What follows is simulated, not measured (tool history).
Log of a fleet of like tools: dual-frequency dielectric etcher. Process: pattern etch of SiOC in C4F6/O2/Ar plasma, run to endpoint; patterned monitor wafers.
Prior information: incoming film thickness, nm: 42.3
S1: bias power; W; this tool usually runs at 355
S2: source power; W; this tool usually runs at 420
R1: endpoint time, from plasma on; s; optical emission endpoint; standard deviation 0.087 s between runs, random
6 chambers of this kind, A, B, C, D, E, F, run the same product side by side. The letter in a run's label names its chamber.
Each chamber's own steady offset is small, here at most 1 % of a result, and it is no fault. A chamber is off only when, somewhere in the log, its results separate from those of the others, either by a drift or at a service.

run	hour	S1	S2	R1
1D	5.5	355	420	15.896
# hour 8.4: chamber F: wet clean of the chamber
# hour 10.7: chamber B: wet clean of the chamber
2A	12.6	355	420	15.786
3E	18.7	355	420	15.945
4B	24.9	355	420	15.705
5C	29.8	355	420	16.046
6F	37.8	355	420	15.887
7A	45.8	355	420	15.804
8F	52.6	355	420	15.805
9B	56.8	355	420	15.827
10D	62.4	391	360	16.261
11E	68	391	360	16.397
12C	75.6	391	360	16.219
13C	81.9	391	360	16.271
# hour 84.9: chamber D: wet clean of the chamber
14B	88.3	391	360	16.271
15A	95.6	391	360	16.286
16F	102	355	420	15.77
17D	109.1	355	420	15.75
18E	112.9	396	340	16.685
19D	118.9	396	340	16.42
20C	124.1	396	340	16.711
21E	129.4	396	340	16.799
22B	135	396	340	16.455
23F	141.5	396	340	16.366
24A	149.2	355	420	15.913
25D	155.7	355	420	15.841
26B	163.8	355	420	15.743
27E	172	355	420	16.192
28C	179.1	355	420	15.98
29F	186.6	355	420	15.815
30A	193.1	355	420	15.866
31A	198.4	355	420	15.857
32D	206.1	355	420	15.836
33B	211.7	355	420	15.842
34C	215.5	355	420	15.987
35E	221.8	412	330	17.079
36F	229.3	412	330	16.351
37D	235.2	412	330	16.4
38A	242.8	412	330	16.352
39B	248.7	412	330	16.495
40E	253.2	412	330	17.298
# hour 253.9: chamber C: source power generator calibrated
41C	259	355	420	15.982
42F	265.9	425	470	14.288
43D	270.9	425	470	14.174

The same settings go to every chamber for the next run, one line per chamber below. Forecast the results for each:
44A	276.8	355	420	?
44B	276.8	355	420	?
44C	276.8	355	420	?
44D	276.8	355	420	?
44E	276.8	355	420	?
44F	276.8	355	420	?

run	R1
44A	15.84
44B	15.913
44C	15.915
44D	15.736
44E	16.664
44F	15.839
